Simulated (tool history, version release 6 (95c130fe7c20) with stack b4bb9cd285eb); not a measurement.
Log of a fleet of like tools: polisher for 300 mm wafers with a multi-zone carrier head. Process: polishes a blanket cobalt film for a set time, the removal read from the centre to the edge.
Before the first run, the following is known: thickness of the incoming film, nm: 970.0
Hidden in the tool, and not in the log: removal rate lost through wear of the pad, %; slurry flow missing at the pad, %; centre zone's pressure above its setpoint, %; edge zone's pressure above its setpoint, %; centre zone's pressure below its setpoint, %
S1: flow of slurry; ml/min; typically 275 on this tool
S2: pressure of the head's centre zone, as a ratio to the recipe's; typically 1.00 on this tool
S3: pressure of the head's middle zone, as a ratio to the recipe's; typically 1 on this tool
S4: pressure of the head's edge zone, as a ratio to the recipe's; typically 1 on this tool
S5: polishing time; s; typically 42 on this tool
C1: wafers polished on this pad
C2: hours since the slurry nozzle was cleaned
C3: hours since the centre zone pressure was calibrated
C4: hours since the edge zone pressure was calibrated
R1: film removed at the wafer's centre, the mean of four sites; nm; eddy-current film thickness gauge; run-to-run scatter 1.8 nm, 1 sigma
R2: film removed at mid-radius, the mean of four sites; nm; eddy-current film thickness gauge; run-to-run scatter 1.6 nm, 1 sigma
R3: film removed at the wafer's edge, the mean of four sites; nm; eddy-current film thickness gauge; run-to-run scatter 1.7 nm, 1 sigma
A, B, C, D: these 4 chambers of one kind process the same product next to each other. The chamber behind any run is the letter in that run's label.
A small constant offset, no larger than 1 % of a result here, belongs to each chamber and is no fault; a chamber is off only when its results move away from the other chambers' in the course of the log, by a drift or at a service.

run 1D hour=7.0 | S1=275 S2=1.00 S3=1 S4=1 S5=42 | C1=444 C2=670.6 C3=270.9 C4=224.9 | R1=141.06 R2=140.46 R3=140.40
run 2B hour=14.7 | S1=275 S2=1.00 S3=1 S4=1 S5=42 | C1=734 C2=458.6 C3=476.3 C4=1020.2 | R1=139.04 R2=139.94 R3=139.65
run 3C hour=18.7 | S1=275 S2=1.00 S3=1 S4=1 S5=42 | C1=399 C2=324.6 C3=247.5 C4=693.0 | R1=140.75 R2=140.85 R3=143.88
run 4A hour=23.4 | S1=275 S2=1.00 S3=1 S4=1 S5=42 | C1=822 C2=144.4 C3=129.4 C4=1165.3 | R1=139.98 R2=142.13 R3=143.48
run 5A hour=31.3 | S1=275 S2=1.00 S3=1 S4=1 S5=42 | C1=892 C2=152.3 C3=137.3 C4=1173.2 | R1=143.33 R2=141.70 R3=145.29
-- hour=36.0 chamber A: edge zone pressure recalibrated
run 6B hour=38.1 | S1=275 S2=1.00 S3=1 S4=1 S5=42 | C1=940 C2=482.0 C3=499.7 C4=1043.6 | R1=143.55 R2=143.32 R3=144.07
-- hour=39.7 chamber D: worn pad replaced by a new one
run 7C hour=44.2 | S1=275 S2=1.00 S3=1 S4=1 S5=42 | C1=623 C2=350.1 C3=273.0 C4=718.5 | R1=142.56 R2=140.89 R3=141.57
run 8D hour=48.3 | S1=275 S2=1.00 S3=1 S4=1 S5=42 | C1=76 C2=711.9 C3=312.2 C4=266.2 | R1=139.20 R2=139.13 R3=142.44
run 9B hour=52.6 | S1=275 S2=1.00 S3=1 S4=1 S5=42 | C1=1067 C2=496.5 C3=514.2 C4=1058.1 | R1=140.76 R2=141.23 R3=143.78
-- hour=52.9 chamber D: slurry nozzle cleaned
run 10C hour=56.2 | S1=275 S2=1.04 S3=1 S4=1 S5=42 | C1=729 C2=362.1 C3=285.0 C4=730.5 | R1=145.66 R2=140.72 R3=142.37
run 11D hour=60.8 | S1=275 S2=1.04 S3=1 S4=1 S5=42 | C1=185 C2=7.9 C3=324.7 C4=278.7 | R1=148.02 R2=141.28 R3=141.45
run 12A hour=67.0 | S1=275 S2=1.04 S3=1 S4=1 S5=42 | C1=1206 C2=188.0 C3=173.0 C4=31.1 | R1=154.57 R2=141.83 R3=142.55
-- hour=67.2 chamber B: worn pad replaced by a new one
run 13D hour=74.4 | S1=275 S2=1.04 S3=1 S4=1 S5=42 | C1=305 C2=21.5 C3=338.3 C4=292.3 | R1=149.95 R2=139.78 R3=143.24
run 14C hour=79.7 | S1=275 S2=1.00 S3=1 S4=1 S5=42 | C1=936 C2=385.6 C3=308.5 C4=754.0 | R1=143.55 R2=144.12 R3=145.37
-- hour=83.0 chamber A: worn pad replaced by a new one
-- hour=85.1 chamber C: worn pad replaced by a new one
run 15A hour=86.3 | S1=275 S2=1.00 S3=1 S4=1 S5=42 | C1=29 C2=207.3 C3=192.3 C4=50.4 | R1=142.54 R2=139.79 R3=142.08
run 16B hour=92.6 | S1=275 S2=1.00 S3=1 S4=1 S5=42 | C1=224 C2=536.5 C3=554.2 C4=1098.1 | R1=141.10 R2=139.07 R3=140.66
run 17D hour=100.4 | S1=275 S2=1.00 S3=1 S4=1 S5=42 | C1=534 C2=47.5 C3=364.3 C4=318.3 | R1=142.22 R2=138.18 R3=142.13
run 18A hour=105.5 | S1=275 S2=1.00 S3=1 S4=1 S5=31 | C1=197 C2=226.5 C3=211.5 C4=69.6 | R1=109.26 R2=104.33 R3=105.05
run 19B hour=111.1 | S1=275 S2=1.00 S3=1 S4=1 S5=31 | C1=386 C2=555.0 C3=572.7 C4=1116.6 | R1=105.75 R2=105.23 R3=104.59
run 20C hour=119.1 | S1=275 S2=1.00 S3=1 S4=1 S5=31 | C1=299 C2=425.0 C3=347.9 C4=793.4 | R1=102.90 R2=104.57 R3=104.43
-- hour=119.5 chamber D: edge zone pressure recalibrated
-- hour=123.6 chamber D: worn pad replaced by a new one
run 21B hour=126.8 | S1=275 S2=1.00 S3=1 S4=1 S5=31 | C1=524 C2=570.7 C3=588.4 C4=1132.3 | R1=107.01 R2=103.70 R3=106.51
run 22C hour=133.7 | S1=275 S2=1.00 S3=1 S4=1 S5=42 | C1=427 C2=439.6 C3=362.5 C4=808.0 | R1=143.00 R2=141.33 R3=140.69
run 23D hour=139.2 | S1=275 S2=1.00 S3=1 S4=1 S5=42 | C1=137 C2=86.3 C3=403.1 C4=19.7 | R1=140.51 R2=140.86 R3=141.49
run 24A hour=146.9 | S1=275 S2=1.00 S3=1 S4=1 S5=42 | C1=562 C2=267.9 C3=252.9 C4=111.0 | R1=152.05 R2=138.84 R3=144.34
run 25D hour=150.4 | S1=275 S2=1.00 S3=1 S4=1 S5=42 | C1=236 C2=97.5 C3=414.3 C4=30.9 | R1=139.72 R2=143.20 R3=143.26
run 26C hour=158.1 | S1=275 S2=1.00 S3=1 S4=1 S5=42 | C1=642 C2=464.0 C3=386.9 C4=832.4 | R1=139.74 R2=141.44 R3=145.24
run 27A hour=162.1 | S1=275 S2=1.00 S3=1 S4=1 S5=42 | C1=695 C2=283.1 C3=268.1 C4=126.2 | R1=155.56 R2=141.96 R3=139.44
run 28B hour=167.2 | S1=275 S2=1.00 S3=1 S4=1 S5=42 | C1=880 C2=611.1 C3=628.8 C4=1172.7 | R1=141.90 R2=141.81 R3=142.03
-- hour=168.0 chamber A: slurry nozzle cleaned
run 29B hour=172.8 | S1=275 S2=1.00 S3=1 S4=1 S5=42 | C1=929 C2=616.7 C3=634.4 C4=1178.3 | R1=142.58 R2=140.15 R3=143.73
run 30D hour=180.0 | S1=275 S2=1.00 S3=1 S4=1 S5=42 | C1=496 C2=127.1 C3=443.9 C4=60.5 | R1=140.38 R2=141.93 R3=143.67
run 31A hour=183.6 | S1=275 S2=1.00 S3=1 S4=1 S5=42 | C1=884 C2=15.6 C3=289.6 C4=147.7 | R1=154.75 R2=140.21 R3=141.73
-- hour=184.9 chamber D: centre zone pressure recalibrated
run 32C hour=188.7 | S1=275 S2=1.00 S3=1 S4=1 S5=42 | C1=911 C2=494.6 C3=417.5 C4=863.0 | R1=140.76 R2=140.97 R3=140.62
-- hour=195.7 chamber B: worn pad replaced by a new one
run 33C hour=196.2 | S1=275 S2=1.00 S3=1 S4=1 S5=42 | C1=977 C2=502.1 C3=425.0 C4=870.5 | R1=141.85 R2=143.53 R3=143.71
run 34B hour=200.5 | S1=275 S2=1.00 S3=1 S4=1 S5=42 | C1=42 C2=644.4 C3=662.1 C4=1206.0 | R1=140.88 R2=140.23 R3=142.85
-- hour=202.8 chamber D: worn pad replaced by a new one
run 35D hour=206.1 | S1=275 S2=1.00 S3=1 S4=1 S5=42 | C1=29 C2=153.2 C3=21.2 C4=86.6 | R1=139.30 R2=139.85 R3=141.84
run 36A hour=213.6 | S1=275 S2=1.00 S3=1 S4=1 S5=42 | C1=1148 C2=45.6 C3=319.6 C4=177.7 | R1=160.18 R2=143.36 R3=142.62

Has any chamber moved away from the others, gradually or after a service, or does the common gauge drift, or do the chambers differ only by their own small steady offsets? State the chamber and the most likely cause if one applies.

Little by little, chamber A moves away from the other chambers.
What lies behind it: centre zone's pressure above its setpoint, % = 10.8.

Which of the 4 candidates below, each the usual settings with something changed and its results left as question marks, puts chamber A back in line with what the other chambers give on the usual settings?
Counts as in line when no further than this from what the other chambers average on the usual settings: R1 6.40 nm; R2 5.60 nm; R3 5.80 nm
run 37A-1 hour=219.4 | S1=275 S2=1.02 S3=0.99 S4=0.99 S5=42 | R1=? R2=? R3=?
run 37A-2 hour=219.4 | S1=275 S2=0.98 S3=1.01 S4=1.01 S5=42 | R1=? R2=? R3=?
run 37A-3 hour=219.4 | S1=280 S2=1.09 S3=0.98 S4=0.97 S5=43 | R1=? R2=? R3=?
run 37A-4 hour=219.4 | S1=270 S2=0.91 S3=1.02 S4=1.03 S5=41 | R1=? R2=? R3=?

Other chambers, usual settings, mean: R1 141.47 nm; R2 141.10 nm; R3 142.02 nm
run=37A-1 R1=161.45 R2=141.14 R3=142.79
run=37A-2 R1=154.51 R2=143.78 R3=144.24
run=37A-3 R1=178.12 R2=143.38 R3=144.89
run=37A-4 R1=138.65 R2=141.41 R3=142.03
37A-4 brings the chamber back in line.
